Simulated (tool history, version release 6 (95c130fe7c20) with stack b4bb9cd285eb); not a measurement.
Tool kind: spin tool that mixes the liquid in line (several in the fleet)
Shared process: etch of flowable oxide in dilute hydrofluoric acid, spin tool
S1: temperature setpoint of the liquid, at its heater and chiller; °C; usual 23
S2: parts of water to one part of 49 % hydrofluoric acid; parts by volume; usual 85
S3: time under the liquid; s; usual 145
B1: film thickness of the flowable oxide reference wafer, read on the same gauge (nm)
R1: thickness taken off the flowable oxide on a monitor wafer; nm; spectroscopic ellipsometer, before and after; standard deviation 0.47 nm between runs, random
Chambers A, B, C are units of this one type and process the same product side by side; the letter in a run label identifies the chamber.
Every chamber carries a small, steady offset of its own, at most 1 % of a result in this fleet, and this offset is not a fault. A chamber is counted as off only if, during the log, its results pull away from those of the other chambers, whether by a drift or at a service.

run,day,S1,S2,S3,B1,R1
1B,0.283,23,85,145,80.006,48.611
2C,0.750,23,85,145,79.994,48.552
3A,0.975,23,85,145,80.007,48.803
4C,1.329,23,85,145,80.016,49.452
5A,1.775,23,85,145,79.985,49.169
6B,2.167,23,85,145,79.998,49.063
7C,2.671,23,85,225,80.030,76.081
8A,2.929,23,85,225,80.002,75.784
9B,3.388,23,85,225,80.027,75.077
10A,3.612,23,85,145,80.016,48.397
11C,3.858,23,85,145,80.001,49.478
12B,4.254,23,85,145,80.012,49.520
13A,4.588,23,85,145,80.013,47.618
14B,5.042,23,85,145,79.966,49.083
15C,5.446,23,85,145,79.996,49.509
16A,5.754,23,85,145,80.048,47.652
17B,6.079,23,85,145,79.984,49.068
18C,6.525,23,85,145,80.019,49.203
19B,6.908,23,85,145,80.007,49.116
20C,7.333,23,85,145,80.010,49.345
21A,7.671,23,85,145,79.992,46.415
22C,8.104,23,85,145,80.004,48.408
23B,8.346,23,85,145,79.981,49.386
24A,8.629,23,85,145,79.991,45.318
25B,9.033,23,85,145,79.999,49.194
26A,9.442,23,85,145,80.021,44.949
27C,9.825,23,85,145,80.000,49.858
28C,10.312,23,85,145,80.012,49.042
29B,10.725,23,85,145,80.012,48.726
30A,11.212,23,85,145,79.973,44.792
31A,11.708,23,75,225,80.012,80.012
32C,11.946,23,75,225,80.000,87.098
33B,12.438,23,75,225,80.000,86.836
34C,12.921,23,85,145,80.001,48.984
35A,13.204,23,85,145,79.970,43.937
36B,13.575,23,85,145,79.989,48.836
# day 13.996: chamber C: hydrofluoric acid flow meter replaced
37C,14.058,23,85,145,80.002,50.204
38A,14.371,23,110,145,80.009,32.146
39B,14.804,23,110,145,80.021,37.260
40B,15.171,23,110,145,80.010,36.885

Has any chamber moved away from the others, gradually or after a service, or does the common gauge drift, or do the chambers differ only by their own small steady offsets? State the chamber and the most likely cause if one applies.

It is chamber A that slowly wanders off from its peers.
What lies behind it: hydrofluoric acid flow below the setpoint (%) = 10.8.
From this log alone, it may not be told apart from: liquid colder than its thermometer reads (K).

Here are 4 candidates for chamber A's next run, each the usual settings with a change, their results left as question marks. Which one brings its results back in line with what the others give on the usual settings?
In line means no further than this from the other chambers' mean on the usual settings: R1 1.600 nm
41A-1,15.538,23.0,75,145,,?
41A-2,15.538,22.5,85,130,,?
41A-3,15.538,28.5,85,145,,?
41A-4,15.538,22.5,85,120,,?

Average result of the remaining chambers running the usual settings: R1 49.118 nm
run,R1
41A-1,49.870
41A-2,38.101
41A-3,53.959
41A-4,35.170
The right change is 41A-1: it brings the chamber back within the allowed miss of the others.
